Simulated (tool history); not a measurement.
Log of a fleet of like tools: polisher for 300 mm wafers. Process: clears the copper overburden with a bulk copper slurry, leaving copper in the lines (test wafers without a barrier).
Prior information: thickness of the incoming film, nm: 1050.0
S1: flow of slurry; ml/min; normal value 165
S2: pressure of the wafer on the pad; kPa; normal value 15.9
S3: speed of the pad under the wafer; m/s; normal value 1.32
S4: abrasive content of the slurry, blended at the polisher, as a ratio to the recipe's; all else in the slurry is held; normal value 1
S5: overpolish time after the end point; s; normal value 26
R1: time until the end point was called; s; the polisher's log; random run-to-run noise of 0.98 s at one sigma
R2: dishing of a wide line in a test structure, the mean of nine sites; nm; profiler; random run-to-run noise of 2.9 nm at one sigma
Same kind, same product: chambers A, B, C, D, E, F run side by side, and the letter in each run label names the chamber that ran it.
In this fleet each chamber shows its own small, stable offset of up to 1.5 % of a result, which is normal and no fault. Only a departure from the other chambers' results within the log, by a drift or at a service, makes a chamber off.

run   hour   S1    S2    S3  S4  S5      R1      R2
       2.8  -- chamber A: slurry nozzle cleaned
 1E    2.8  165  15.9  1.32   1  26  97.522  119.92
 2B    7.1  165  15.9  1.32   1  26   97.06  111.47
 3D   10.3  165  15.9  1.32   1  26  96.261  115.85
 4F   13.2  165  15.9  1.32   1  26  95.979  110.87
      16.8  -- chamber F: worn pad replaced by a new one
 5C   16.9  165  15.9  1.32   1  26  93.678  118.79
      17.7  -- chamber A: worn pad replaced by a new one
 6A   22.8  165  15.9  1.32   1  26  96.262  114.67
      24.3  -- chamber D: head pressure recalibrated
 7B   28.3  165  15.9  1.32   1  26  99.037  114.75
 8C   32.5  165  15.9  1.32   1  26  95.697  114.61
 9E   37.5  165  15.9  1.32   1  26  98.228  118.29
10A   43.6  165  11.7  1.32   1  13   131.7  61.368
        44  -- chamber B: slurry nozzle cleaned
      47.6  -- chamber E: worn pad replaced by a new one
11F   48.4  165  11.7  1.32   1  13  132.71  59.345
12D   54.3  165  11.7  1.32   1  13  132.22  58.586
13D   58.7  165  11.7  1.32   1  13  131.29  61.896
14A   63.7  165  11.7  1.32   1  13   130.7  60.863
        69  -- chamber B: worn pad replaced by a new one
15B   69.7  165  11.7  1.32   1  13  129.12  64.512
16C   72.5  165  15.9  1.32   1  26  98.823  110.87
17F   75.2  165  15.9  1.32   1  26  95.512  118.03
18E   79.8  165  15.9  1.32   1  26  97.329  121.35
      84.4  -- chamber F: slurry nozzle cleaned
19D   84.4  165  15.9  1.32   1  26  97.168  110.05
      89.4  -- chamber D: worn pad replaced by a new one
20A   90.2  195  15.9  1.32   1  26  94.558  120.05
      93.3  -- chamber E: slurry blender recalibrated
21F     95  195  15.9  1.32   1  26  94.748  117.07
22E   97.8  195  15.9  1.32   1  26  95.693  120.72
23B  101.7  195  15.9  1.32   1  26  96.483  121.94
24C  106.3  195  15.9  1.32   1  26  97.428  113.75
25C  110.2  195  15.9  1.32   1  26  99.445  116.14
     112.4  -- chamber A: head pressure recalibrated
     114.3  -- chamber F: head pressure recalibrated
26A  114.4  165  15.9  1.32   1  26  96.473  118.09
27E  117.7  165  15.9  1.32   1  26  97.869  117.92
28F  121.3  125  15.9  1.32   1  26  101.55  106.78
     122.9  -- chamber A: slurry blender recalibrated
     125.4  -- chamber E: worn pad replaced by a new one
29B    127  125  15.9  1.32   1  26  102.99  116.31
30D  129.7  125  15.9  1.32   1  26  100.76  118.57
31E  134.3  125  15.9  1.32   1  26  100.23  114.42
     134.7  -- chamber C: head pressure recalibrated
32B  137.9  125  15.9  1.32   1  26  99.604  118.01
33F    142  125  15.9  1.32   1  26  101.59     121
34D  145.5  165  15.9  1.32   1  26   96.43  116.12
       149  -- chamber C: slurry blender recalibrated
35C  149.6  185  15.9  1.58   1  26  87.326   118.6
36A  153.1  185  15.9  1.58   1  26  77.821  123.58
37B    157  185  15.9  1.58   1  26  79.366  128.15
38D  161.1  185  15.9  1.58   1  26  79.232  130.02
39F  165.1  185  15.9  1.58   1  26  79.109  132.39

Next, all 6 chambers run the settings below, one line each with question marks for the results. What does each chamber give?
40A  169.5  115  15.9  1.32   1  26   ?   ?
40B  169.5  115  15.9  1.32   1  26   ?   ?
40C  169.5  115  15.9  1.32   1  26   ?   ?
40D  169.5  115  15.9  1.32   1  26   ?   ?
40E  169.5  115  15.9  1.32   1  26   ?   ?
40F  169.5  115  15.9  1.32   1  26   ?   ?

run      R1      R2
40A  103.45  116.81
40B  103.92  111.35
40C  115.48  109.95
40D  103.27  109.67
40E  103.34  116.34
40F  103.12  111.47
